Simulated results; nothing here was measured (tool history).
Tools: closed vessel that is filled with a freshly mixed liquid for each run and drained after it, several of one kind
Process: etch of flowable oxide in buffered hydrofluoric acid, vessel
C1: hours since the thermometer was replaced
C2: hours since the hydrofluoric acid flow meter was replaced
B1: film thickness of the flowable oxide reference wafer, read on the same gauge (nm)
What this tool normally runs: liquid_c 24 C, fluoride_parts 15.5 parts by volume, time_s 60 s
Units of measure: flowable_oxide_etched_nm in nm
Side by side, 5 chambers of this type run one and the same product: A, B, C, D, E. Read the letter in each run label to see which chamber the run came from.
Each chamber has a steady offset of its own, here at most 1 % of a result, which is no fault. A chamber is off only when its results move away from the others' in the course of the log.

Run 1A, hour 12.3: usual settings; C1 834.4; C2 866.4; B1 80.007. Result: flowable_oxide_etched_nm 210.66 nm.
Run 2E, hour 20: usual settings; C1 1532.5; C2 1379.5; B1 80.02. Result: flowable_oxide_etched_nm 210.91 nm.
Run 3B, hour 32: usual settings; C1 1729.2; C2 267.1; B1 79.991. Result: flowable_oxide_etched_nm 210.82 nm.
Run 4C, hour 45.9: usual settings; C1 805.6; C2 1225.8; B1 80.024. Result: flowable_oxide_etched_nm 210.95 nm.
Run 5D, hour 61.8: usual settings; C1 1300.6; C2 1291.7; B1 79.969. Result: flowable_oxide_etched_nm 209.69 nm.
Run 6A, hour 75.3: usual settings; C1 897.4; C2 929.4; B1 79.95. Result: flowable_oxide_etched_nm 210.23 nm.
Run 7E, hour 85.3: usual settings; C1 1597.8; C2 1444.8; B1 80.032. Result: flowable_oxide_etched_nm 209.29 nm.
Run 8B, hour 100.9: usual settings; C1 1798.1; C2 336; B1 79.945. Result: flowable_oxide_etched_nm 208.16 nm.
Run 9C, hour 108.3: usual settings; C1 868; C2 1288.2; B1 79.969. Result: flowable_oxide_etched_nm 210.11 nm.
Run 10D, hour 120.1: usual settings; C1 1358.9; C2 1350; B1 80.079. Result: flowable_oxide_etched_nm 210.74 nm.
Run 11B, hour 136.2: usual settings; C1 1833.4; C2 371.3; B1 80.009. Result: flowable_oxide_etched_nm 209.68 nm.
Run 12D, hour 147.2: usual settings; C1 1386; C2 1377.1; B1 80.004. Result: flowable_oxide_etched_nm 210.09 nm.
Run 13E, hour 157.4: usual settings but fluoride_parts 20 parts by volume, time_s 45 s; C1 1669.9; C2 1516.9; B1 80.015. Result: flowable_oxide_etched_nm 123.33 nm.
At hour 160.4: chamber A: hydrofluoric acid flow meter replaced.
Run 14A, hour 164.7: usual settings but fluoride_parts 20 parts by volume, time_s 45 s; C1 986.8; C2 4.4; B1 80.02. Result: flowable_oxide_etched_nm 122.23 nm.
Run 15C, hour 176.8: usual settings but fluoride_parts 20 parts by volume, time_s 45 s; C1 936.5; C2 1356.7; B1 80.005. Result: flowable_oxide_etched_nm 123.79 nm.
Run 16C, hour 190: usual settings but fluoride_parts 20 parts by volume, time_s 45 s; C1 949.7; C2 1369.9; B1 80.047. Result: flowable_oxide_etched_nm 122.43 nm.
Run 17D, hour 202.3: usual settings but fluoride_parts 20 parts by volume, time_s 45 s; C1 1441.1; C2 1432.2; B1 79.976. Result: flowable_oxide_etched_nm 123.55 nm.
Run 18E, hour 209.6: usual settings; C1 1722.1; C2 1569.1; B1 80.007. Result: flowable_oxide_etched_nm 212.98 nm.
Run 19A, hour 220.2: usual settings; C1 1042.3; C2 59.9; B1 79.982. Result: flowable_oxide_etched_nm 210.16 nm.
Run 20B, hour 230.5: usual settings; C1 1927.7; C2 465.6; B1 79.997. Result: flowable_oxide_etched_nm 208.26 nm.
At hour 238.1: chamber B: thermometer replaced.
Run 21D, hour 243.8: usual settings; C1 1482.6; C2 1473.7; B1 79.985. Result: flowable_oxide_etched_nm 210.9 nm.
Run 22E, hour 255.8: usual settings; C1 1768.3; C2 1615.3; B1 79.998. Result: flowable_oxide_etched_nm 210.48 nm.
Run 23C, hour 269.5: usual settings; C1 1029.2; C2 1449.4; B1 80.049. Result: flowable_oxide_etched_nm 211.97 nm.
Run 24A, hour 281.2: usual settings; C1 1103.3; C2 120.9; B1 80.013. Result: flowable_oxide_etched_nm 209.78 nm.
At hour 281.4: chamber E: thermometer replaced.
At hour 282: chamber C: hydrofluoric acid flow meter replaced.
Run 25B, hour 290.2: usual settings but fluoride_parts 10 parts by volume; C1 52.2; C2 525.3; B1 80.011. Result: flowable_oxide_etched_nm 319.23 nm.
Run 26C, hour 302.7: usual settings but fluoride_parts 10 parts by volume; C1 1062.4; C2 20.8; B1 79.994. Result: flowable_oxide_etched_nm 323.45 nm.
Run 27A, hour 317.1: usual settings but fluoride_parts 10 parts by volume; C1 1139.2; C2 156.8; B1 79.999. Result: flowable_oxide_etched_nm 325.21 nm.
Run 28D, hour 326.6: usual settings but fluoride_parts 10 parts by volume; C1 1565.4; C2 1556.5; B1 79.972. Result: flowable_oxide_etched_nm 319.1 nm.
Run 29E, hour 339.9: usual settings but fluoride_parts 10 parts by volume; C1 58.5; C2 1699.4; B1 80.017. Result: flowable_oxide_etched_nm 325.59 nm.
Run 30B, hour 353: usual settings; C1 115; C2 588.1; B1 79.992. Result: flowable_oxide_etched_nm 209.61 nm.
Run 31B, hour 366.8: usual settings but liquid_c 19 C; C1 128.8; C2 601.9; B1 80.038. Result: flowable_oxide_etched_nm 158.69 nm.
Run 32E, hour 374.4: usual settings but liquid_c 19 C; C1 93; C2 1733.9; B1 79.992. Result: flowable_oxide_etched_nm 159.83 nm.
At hour 378.3: chamber B: hydrofluoric acid flow meter replaced.
Run 33A, hour 382: usual settings but liquid_c 19 C; C1 1204.1; C2 221.7; B1 79.989. Result: flowable_oxide_etched_nm 158.76 nm.
Run 34D, hour 398.6: usual settings but liquid_c 19 C; C1 1637.4; C2 1628.5; B1 79.966. Result: flowable_oxide_etched_nm 157.74 nm.
Run 35C, hour 414.6: usual settings but liquid_c 19 C; C1 1174.3; C2 132.7; B1 80.008. Result: flowable_oxide_etched_nm 160.34 nm.
Run 36D, hour 422.9: usual settings; C1 1661.7; C2 1652.8; B1 80.036. Result: flowable_oxide_etched_nm 208.86 nm.
At hour 431.4: chamber C: thermometer replaced.
Run 37B, hour 436.5: usual settings; C1 198.5; C2 58.2; B1 80.026. Result: flowable_oxide_etched_nm 210.1 nm.
Run 38A, hour 449.2: usual settings; C1 1271.3; C2 288.9; B1 79.994. Result: flowable_oxide_etched_nm 207.36 nm.
Run 39C, hour 463.3: usual settings; C1 31.9; C2 181.4; B1 80.036. Result: flowable_oxide_etched_nm 213.52 nm.
Run 40E, hour 475.6: usual settings; C1 194.2; C2 1835.1; B1 80.038. Result: flowable_oxide_etched_nm 212.5 nm.
Run 41E, hour 486.6: usual settings but time_s 50 s; C1 205.2; C2 1846.1; B1 80.029. Result: flowable_oxide_etched_nm 175.87 nm.
Run 42B, hour 495.2: usual settings but time_s 50 s; C1 257.2; C2 116.9; B1 79.978. Result: flowable_oxide_etched_nm 171.67 nm.
Run 43D, hour 507.3: usual settings but time_s 50 s; C1 1746.1; C2 1737.2; B1 79.997. Result: flowable_oxide_etched_nm 174.29 nm.
Run 44A, hour 518.4: usual settings but time_s 50 s; C1 1340.5; C2 358.1; B1 79.99. Result: flowable_oxide_etched_nm 175.67 nm.

What goes on in this fleet: one chamber off, a drifting gauge, or nothing beyond the chambers' own small offsets? Name the chamber and the cause, if any.

Nothing is wrong: each chamber keeps only its own small, steady offset and the gauge holds still.
